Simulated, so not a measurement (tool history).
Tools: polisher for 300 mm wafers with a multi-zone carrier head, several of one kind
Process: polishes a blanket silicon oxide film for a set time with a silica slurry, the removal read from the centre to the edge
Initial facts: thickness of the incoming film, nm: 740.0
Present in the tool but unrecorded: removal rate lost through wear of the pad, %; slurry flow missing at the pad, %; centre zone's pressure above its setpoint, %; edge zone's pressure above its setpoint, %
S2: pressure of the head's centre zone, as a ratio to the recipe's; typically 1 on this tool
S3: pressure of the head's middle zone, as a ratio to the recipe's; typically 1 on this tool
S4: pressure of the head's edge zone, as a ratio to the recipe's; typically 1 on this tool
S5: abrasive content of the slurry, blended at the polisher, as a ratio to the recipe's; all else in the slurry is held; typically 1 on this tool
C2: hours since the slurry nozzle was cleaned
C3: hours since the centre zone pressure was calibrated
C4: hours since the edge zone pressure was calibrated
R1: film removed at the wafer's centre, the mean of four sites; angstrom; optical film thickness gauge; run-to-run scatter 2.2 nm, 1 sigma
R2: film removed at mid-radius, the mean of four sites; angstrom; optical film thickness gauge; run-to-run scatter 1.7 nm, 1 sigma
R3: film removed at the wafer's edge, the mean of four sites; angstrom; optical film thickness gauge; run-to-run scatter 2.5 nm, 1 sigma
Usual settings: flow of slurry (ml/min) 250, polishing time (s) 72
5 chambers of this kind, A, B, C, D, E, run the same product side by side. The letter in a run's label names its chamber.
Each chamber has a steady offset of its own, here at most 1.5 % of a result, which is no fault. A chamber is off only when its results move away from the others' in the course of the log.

-- day=0.267 chamber B: slurry nozzle cleaned
run 1A day=0.433 | flow_of_slurry_(ml/min)=250 S2=1 S3=1 S4=1 S5=1 polishing_time_(s)=72 | wafers_polished_on_this_pad=586 C2=63.7 C3=617.9 C4=220.5 | R1=1826.7 R2=1874 R3=1884.1
-- day=0.617 chamber A: worn pad replaced by a new one
run 2E day=0.829 | flow_of_slurry_(ml/min)=250 S2=1 S3=1 S4=1 S5=1 polishing_time_(s)=72 | wafers_polished_on_this_pad=817 C2=480.8 C3=924.3 C4=51.3 | R1=1865.8 R2=1888.5 R3=1909.3
-- day=1.075 chamber D: worn pad replaced by a new one
-- day=1.283 chamber D: centre zone pressure recalibrated
run 3B day=1.433 | flow_of_slurry_(ml/min)=250 S2=1 S3=1 S4=1 S5=1 polishing_time_(s)=72 | wafers_polished_on_this_pad=876 C2=28 C3=267.2 C4=246.5 | R1=1887.6 R2=1895.9 R3=1893.2
run 4D day=1.808 | flow_of_slurry_(ml/min)=250 S2=1 S3=1 S4=1 S5=1 polishing_time_(s)=72 | wafers_polished_on_this_pad=203 C2=51.2 C3=12.6 C4=57.3 | R1=1861.1 R2=1857.8 R3=1901.5
-- day=1.879 chamber B: worn pad replaced by a new one
-- day=2.004 chamber E: worn pad replaced by a new one
run 5C day=2.075 | flow_of_slurry_(ml/min)=250 S2=1 S3=1 S4=1 S5=1 polishing_time_(s)=72 | wafers_polished_on_this_pad=860 C2=564.6 C3=123.6 C4=629.9 | R1=1840 R2=1864.7 R3=1902.7
-- day=2.342 chamber A: centre zone pressure recalibrated
run 6B day=2.692 | flow_of_slurry_(ml/min)=250 S2=1 S3=1 S4=1 S5=1 polishing_time_(s)=72 | wafers_polished_on_this_pad=225 C2=58.2 C3=297.4 C4=276.7 | R1=1878.4 R2=1882.1 R3=1929
-- day=2.829 chamber C: worn pad replaced by a new one
-- day=2.917 chamber A: worn pad replaced by a new one
run 7E day=3.142 | flow_of_slurry_(ml/min)=250 S2=1 S3=1 S4=1 S5=1 polishing_time_(s)=72 | wafers_polished_on_this_pad=315 C2=536.3 C3=979.8 C4=106.8 | R1=1882.5 R2=1908.3 R3=1915.4
run 8A day=3.621 | flow_of_slurry_(ml/min)=280 S2=1.08 S3=1 S4=1 S5=1 polishing_time_(s)=72 | wafers_polished_on_this_pad=196 C2=140.2 C3=30.7 C4=297 | R1=2079.7 R2=1900.9 R3=1906.2
-- day=3.75 chamber D: worn pad replaced by a new one
run 9C day=3.958 | flow_of_slurry_(ml/min)=280 S2=1.08 S3=1 S4=1 S5=1 polishing_time_(s)=72 | wafers_polished_on_this_pad=313 C2=609.8 C3=168.8 C4=675.1 | R1=2055.6 R2=1898.6 R3=1916.7
-- day=4.262 chamber C: edge zone pressure recalibrated
-- day=4.388 chamber B: edge zone pressure recalibrated
run 10D day=4.521 | flow_of_slurry_(ml/min)=280 S2=1.08 S3=1 S4=1 S5=1 polishing_time_(s)=72 | wafers_polished_on_this_pad=214 C2=116.3 C3=77.7 C4=122.4 | R1=2086.2 R2=1939 R3=1925.2
run 11D day=4.904 | flow_of_slurry_(ml/min)=280 S2=1.08 S3=1 S4=1 S5=1 polishing_time_(s)=72 | wafers_polished_on_this_pad=320 C2=125.5 C3=86.9 C4=131.6 | R1=2068.9 R2=1896.2 R3=1915.6
-- day=4.996 chamber C: slurry nozzle cleaned
-- day=5.188 chamber A: worn pad replaced by a new one
run 12A day=5.304 | flow_of_slurry_(ml/min)=280 S2=1.08 S3=1 S4=1 S5=1 polishing_time_(s)=72 | wafers_polished_on_this_pad=33 C2=180.6 C3=71.1 C4=337.4 | R1=2080.8 R2=1914.6 R3=1917.9
run 13B day=5.925 | flow_of_slurry_(ml/min)=250 S2=1 S3=1 S4=1 S5=1 polishing_time_(s)=72 | wafers_polished_on_this_pad=1122 C2=135.8 C3=375 C4=37 | R1=1831.9 R2=1847.3 R3=1923.3
-- day=6.271 chamber C: worn pad replaced by a new one
run 14C day=6.279 | flow_of_slurry_(ml/min)=250 S2=1 S3=1 S4=1 S5=1 polishing_time_(s)=72 | wafers_polished_on_this_pad=2 C2=30.8 C3=224.5 C4=48.5 | R1=1893.1 R2=1857.4 R3=1902.6
-- day=6.288 chamber B: worn pad replaced by a new one
-- day=6.371 chamber E: worn pad replaced by a new one
-- day=6.733 chamber D: worn pad replaced by a new one
run 15E day=6.742 | flow_of_slurry_(ml/min)=250 S2=1 S3=1 S4=1 S5=1 polishing_time_(s)=72 | wafers_polished_on_this_pad=103 C2=622.7 C3=1066.2 C4=193.2 | R1=1892 R2=1911.3 R3=1895.5
run 16A day=7.071 | flow_of_slurry_(ml/min)=250 S2=1 S3=1 S4=1 S5=1 polishing_time_(s)=72 | wafers_polished_on_this_pad=523 C2=223 C3=113.5 C4=379.8 | R1=1902.6 R2=1894.6 R3=1845.7
run 17D day=7.446 | flow_of_slurry_(ml/min)=250 S2=1 S3=1 S4=1 S5=1 polishing_time_(s)=72 | wafers_polished_on_this_pad=198 C2=186.5 C3=147.9 C4=192.6 | R1=1853.1 R2=1871.1 R3=1855.8
run 18E day=7.921 | flow_of_slurry_(ml/min)=250 S2=1 S3=1 S4=1 S5=1 polishing_time_(s)=72 | wafers_polished_on_this_pad=430 C2=651 C3=1094.5 C4=221.5 | R1=1884.7 R2=1902 R3=1874
-- day=8.167 chamber A: worn pad replaced by a new one
run 19B day=8.25 | flow_of_slurry_(ml/min)=250 S2=0.95 S3=1 S4=1 S5=1 polishing_time_(s)=48 | wafers_polished_on_this_pad=544 C2=191.6 C3=430.8 C4=92.8 | R1=1194.3 R2=1257.4 R3=1287.5
run 20C day=8.542 | flow_of_slurry_(ml/min)=250 S2=0.95 S3=1 S4=1 S5=1 polishing_time_(s)=48 | wafers_polished_on_this_pad=630 C2=85.1 C3=278.8 C4=102.8 | R1=1166.4 R2=1261.1 R3=1266.3
run 21C day=8.892 | flow_of_slurry_(ml/min)=250 S2=0.95 S3=1 S4=1 S5=1 polishing_time_(s)=48 | wafers_polished_on_this_pad=727 C2=93.5 C3=287.2 C4=111.2 | R1=1184.9 R2=1252.5 R3=1292.1
run 22D day=9.196 | flow_of_slurry_(ml/min)=250 S2=0.95 S3=1 S4=1 S5=1 polishing_time_(s)=48 | wafers_polished_on_this_pad=683 C2=228.5 C3=189.9 C4=234.6 | R1=1193.5 R2=1259.7 R3=1233.5
-- day=9.233 chamber D: slurry nozzle cleaned
run 23A day=9.508 | flow_of_slurry_(ml/min)=250 S2=0.95 S3=1 S4=1 S5=1 polishing_time_(s)=48 | wafers_polished_on_this_pad=373 C2=281.5 C3=172 C4=438.3 | R1=1212.8 R2=1242 R3=1253.3
-- day=9.546 chamber D: worn pad replaced by a new one
-- day=9.588 chamber C: worn pad replaced by a new one
-- day=9.712 chamber B: worn pad replaced by a new one
run 24E day=9.925 | flow_of_slurry_(ml/min)=250 S2=1 S3=1 S4=1 S5=1 polishing_time_(s)=72 | wafers_polished_on_this_pad=986 C2=699.1 C3=1142.6 C4=269.6 | R1=1870.5 R2=1890.3 R3=1898.2
run 25B day=10.25 | flow_of_slurry_(ml/min)=335 S2=1 S3=1 S4=1 S5=1 polishing_time_(s)=58 | wafers_polished_on_this_pad=149 C2=239.6 C3=478.8 C4=140.8 | R1=1569.3 R2=1563.4 R3=1526.6
-- day=10.667 chamber E: worn pad replaced by a new one
run 26C day=10.804 | flow_of_slurry_(ml/min)=335 S2=1 S3=1 S4=1 S5=1 polishing_time_(s)=58 | wafers_polished_on_this_pad=337 C2=139.4 C3=333.1 C4=157.1 | R1=1577.4 R2=1566.5 R3=1536.5
-- day=10.967 chamber A: worn pad replaced by a new one
run 27E day=11.308 | flow_of_slurry_(ml/min)=335 S2=1 S3=1 S4=1 S5=1 polishing_time_(s)=58 | wafers_polished_on_this_pad=178 C2=732.3 C3=1175.8 C4=302.8 | R1=1537.3 R2=1571.2 R3=1552.5
run 28D day=11.846 | flow_of_slurry_(ml/min)=335 S2=1 S3=1 S4=1 S5=1 polishing_time_(s)=58 | wafers_polished_on_this_pad=638 C2=62.7 C3=253.5 C4=298.2 | R1=1584.3 R2=1560.5 R3=1561.7
run 29B day=12.433 | flow_of_slurry_(ml/min)=335 S2=1 S3=1 S4=1 S5=1 polishing_time_(s)=58 | wafers_polished_on_this_pad=755 C2=292 C3=531.2 C4=193.2 | R1=1560.7 R2=1564.7 R3=1529.3
run 30A day=12.712 | flow_of_slurry_(ml/min)=250 S2=1 S3=1 S4=1 S5=1 polishing_time_(s)=72 | wafers_polished_on_this_pad=485 C2=358.4 C3=248.9 C4=515.2 | R1=1855 R2=1905.3 R3=1896.2
run 31A day=13.058 | flow_of_slurry_(ml/min)=250 S2=1 S3=1 S4=1 S5=1 polishing_time_(s)=72 | wafers_polished_on_this_pad=581 C2=366.7 C3=257.2 C4=523.5 | R1=1851.9 R2=1869.8 R3=1864.3

Read the log: is a single chamber off, either drifting away or since a service, is the gauge that measures every chamber drifting, or is nothing wrong beyond small per-chamber offsets? Name any odd chamber and what most likely caused it.

Nothing is wrong: each chamber keeps only its own small, steady offset and the gauge holds still.

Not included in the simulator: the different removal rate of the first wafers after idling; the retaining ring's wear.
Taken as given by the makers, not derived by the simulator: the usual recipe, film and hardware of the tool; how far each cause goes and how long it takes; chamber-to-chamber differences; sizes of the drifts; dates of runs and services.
